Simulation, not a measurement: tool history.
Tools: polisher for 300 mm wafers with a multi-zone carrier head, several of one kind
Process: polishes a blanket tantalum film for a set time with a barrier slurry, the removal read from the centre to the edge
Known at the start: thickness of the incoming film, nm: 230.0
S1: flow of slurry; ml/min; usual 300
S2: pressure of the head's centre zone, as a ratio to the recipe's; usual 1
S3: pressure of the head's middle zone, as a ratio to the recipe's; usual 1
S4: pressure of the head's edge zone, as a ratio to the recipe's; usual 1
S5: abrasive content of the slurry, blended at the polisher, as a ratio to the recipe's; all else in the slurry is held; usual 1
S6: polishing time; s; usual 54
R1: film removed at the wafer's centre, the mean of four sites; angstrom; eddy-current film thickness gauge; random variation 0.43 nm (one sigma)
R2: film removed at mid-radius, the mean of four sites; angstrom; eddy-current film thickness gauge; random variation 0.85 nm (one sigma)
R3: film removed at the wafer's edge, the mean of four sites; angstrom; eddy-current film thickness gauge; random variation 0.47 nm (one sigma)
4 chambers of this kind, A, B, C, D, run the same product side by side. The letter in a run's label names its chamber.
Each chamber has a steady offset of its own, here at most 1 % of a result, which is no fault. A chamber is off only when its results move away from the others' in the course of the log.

| run | day | S1 | S2 | S3 | S4 | S5 | S6 | R1 | R2 | R3 |
|---|---|---|---|---|---|---|---|---|---|---|
|  | 0.012 | chamber D: worn pad replaced by a new one |
|  | 0.208 | chamber C: worn pad replaced by a new one |
| 1D | 0.404 | 300 | 1 | 1 | 1 | 1 | 54 | 685.81 | 681.49 | 688.77 |
| 2A | 1.071 | 300 | 1 | 1 | 1 | 1 | 54 | 689.68 | 687.91 | 680.66 |
| 3C | 1.375 | 300 | 1 | 1 | 1 | 1 | 54 | 684.12 | 686.11 | 680.79 |
|  | 1.388 | chamber A: worn pad replaced by a new one |
| 4B | 1.704 | 300 | 1 | 1 | 1 | 1 | 54 | 672.36 | 675.94 | 686.22 |
| 5C | 2.296 | 300 | 1 | 1 | 1 | 1 | 54 | 693.52 | 664.63 | 676.03 |
|  | 2.608 | chamber D: slurry nozzle cleaned |
|  | 2.621 | chamber D: worn pad replaced by a new one |
|  | 2.783 | chamber B: worn pad replaced by a new one |
| 6D | 2.871 | 300 | 1 | 1 | 1 | 1 | 54 | 679.04 | 679.71 | 679.59 |
|  | 2.958 | chamber C: worn pad replaced by a new one |
| 7A | 3.496 | 300 | 1 | 1 | 1 | 1 | 54 | 680.65 | 695.19 | 686.03 |
|  | 3.629 | chamber D: centre zone pressure recalibrated |
| 8B | 3.879 | 300 | 1 | 1 | 1 | 1 | 54 | 677.34 | 685.46 | 695.27 |
| 9A | 4.246 | 300 | 1 | 1 | 1 | 1 | 54 | 683.76 | 693.04 | 677.07 |
| 10C | 4.642 | 300 | 1 | 1 | 1 | 1 | 54 | 675.72 | 680.39 | 676.23 |
| 11B | 5.121 | 300 | 1 | 1 | 1 | 1 | 54 | 681.02 | 692.39 | 676.53 |
|  | 5.275 | chamber A: worn pad replaced by a new one |
|  | 5.496 | chamber B: worn pad replaced by a new one |
| 12D | 5.712 | 300 | 1 | 1 | 1 | 1 | 54 | 683.8 | 682.96 | 686.94 |
|  | 5.721 | chamber D: worn pad replaced by a new one |
|  | 5.871 | chamber C: worn pad replaced by a new one |
| 13D | 6.196 | 300 | 1 | 1 | 1 | 1 | 54 | 685.49 | 684.89 | 677.18 |
| 14C | 6.767 | 300 | 1 | 1 | 1 | 1 | 54 | 676.85 | 658.16 | 677.61 |
|  | 7.062 | chamber B: centre zone pressure recalibrated |
| 15B | 7.171 | 300 | 1 | 1 | 1 | 1 | 54 | 683.62 | 664.58 | 672.1 |
|  | 7.546 | chamber A: slurry nozzle cleaned |
| 16A | 7.696 | 300 | 1 | 1 | 1 | 1 | 54 | 689.69 | 690.44 | 682.19 |
| 17C | 8.017 | 300 | 1 | 1 | 1 | 1 | 54 | 689.06 | 678.74 | 683.49 |
| 18D | 8.375 | 300 | 1 | 1 | 1 | 1 | 54 | 682.8 | 675.74 | 671.17 |
|  | 8.662 | chamber C: worn pad replaced by a new one |
|  | 8.746 | chamber B: worn pad replaced by a new one |
| 19B | 8.792 | 300 | 1 | 1 | 1 | 1 | 54 | 671.55 | 685.45 | 679.79 |
|  | 8.85 | chamber A: worn pad replaced by a new one |
|  | 8.904 | chamber D: worn pad replaced by a new one |
| 20A | 9.45 | 300 | 1 | 1 | 1 | 1 | 54 | 678.34 | 699.54 | 681.22 |
| 21B | 9.75 | 300 | 1 | 1 | 1 | 1 | 54 | 682.42 | 681.21 | 686.9 |
| 22D | 10.304 | 205 | 1 | 1 | 1 | 1.2 | 54 | 683.96 | 682.44 | 686.97 |
| 23A | 10.617 | 205 | 1 | 1 | 1 | 1.2 | 54 | 680.33 | 687.68 | 695.16 |
|  | 11.088 | chamber C: slurry nozzle cleaned |
|  | 11.238 | chamber B: worn pad replaced by a new one |
| 24C | 11.238 | 205 | 1 | 1 | 1 | 1.2 | 54 | 689.77 | 685.99 | 695.19 |
|  | 11.646 | chamber C: worn pad replaced by a new one |
|  | 11.758 | chamber D: worn pad replaced by a new one |
| 25D | 11.85 | 205 | 1 | 1 | 1 | 1.2 | 54 | 685.28 | 682.8 | 705.3 |
| 26A | 12.267 | 210 | 1 | 1 | 1 | 1 | 65 | 781.96 | 792.61 | 790.28 |
| 27C | 12.596 | 210 | 1 | 1 | 1 | 1 | 65 | 791.08 | 794.31 | 789.43 |
|  | 12.621 | chamber A: worn pad replaced by a new one |
| 28B | 12.967 | 210 | 1 | 1 | 1 | 1 | 65 | 777.87 | 787.32 | 790.1 |
| 29C | 13.433 | 210 | 1 | 1 | 1 | 1 | 65 | 777.54 | 773.99 | 777.66 |
| 30A | 14.042 | 300 | 1 | 1 | 1 | 1 | 54 | 685.92 | 698.39 | 681.97 |
| 31B | 14.346 | 300 | 1 | 1 | 1 | 1 | 54 | 670.42 | 671.93 | 675.55 |
|  | 14.417 | chamber D: worn pad replaced by a new one |
| 32D | 14.654 | 300 | 1 | 1 | 1 | 1 | 54 | 676.46 | 678.29 | 687.98 |

All 4 chambers run these settings next. Forecast each chamber's results:
| 33A | 15.133 | 300 | 1 | 1 | 1 | 0.8 | 54 | ? | ? | ? |
| 33B | 15.133 | 300 | 1 | 1 | 1 | 0.8 | 54 | ? | ? | ? |
| 33C | 15.133 | 300 | 1 | 1 | 1 | 0.8 | 54 | ? | ? | ? |
| 33D | 15.133 | 300 | 1 | 1 | 1 | 0.8 | 54 | ? | ? | ? |

| run | R1 | R2 | R3 |
|---|---|---|---|
| 33A | 635.68 | 656.54 | 634.62 |
| 33B | 629.62 | 644.6 | 634.26 |
| 33C | 637.14 | 639.61 | 641.72 |
| 33D | 638.28 | 636.7 | 636.22 |
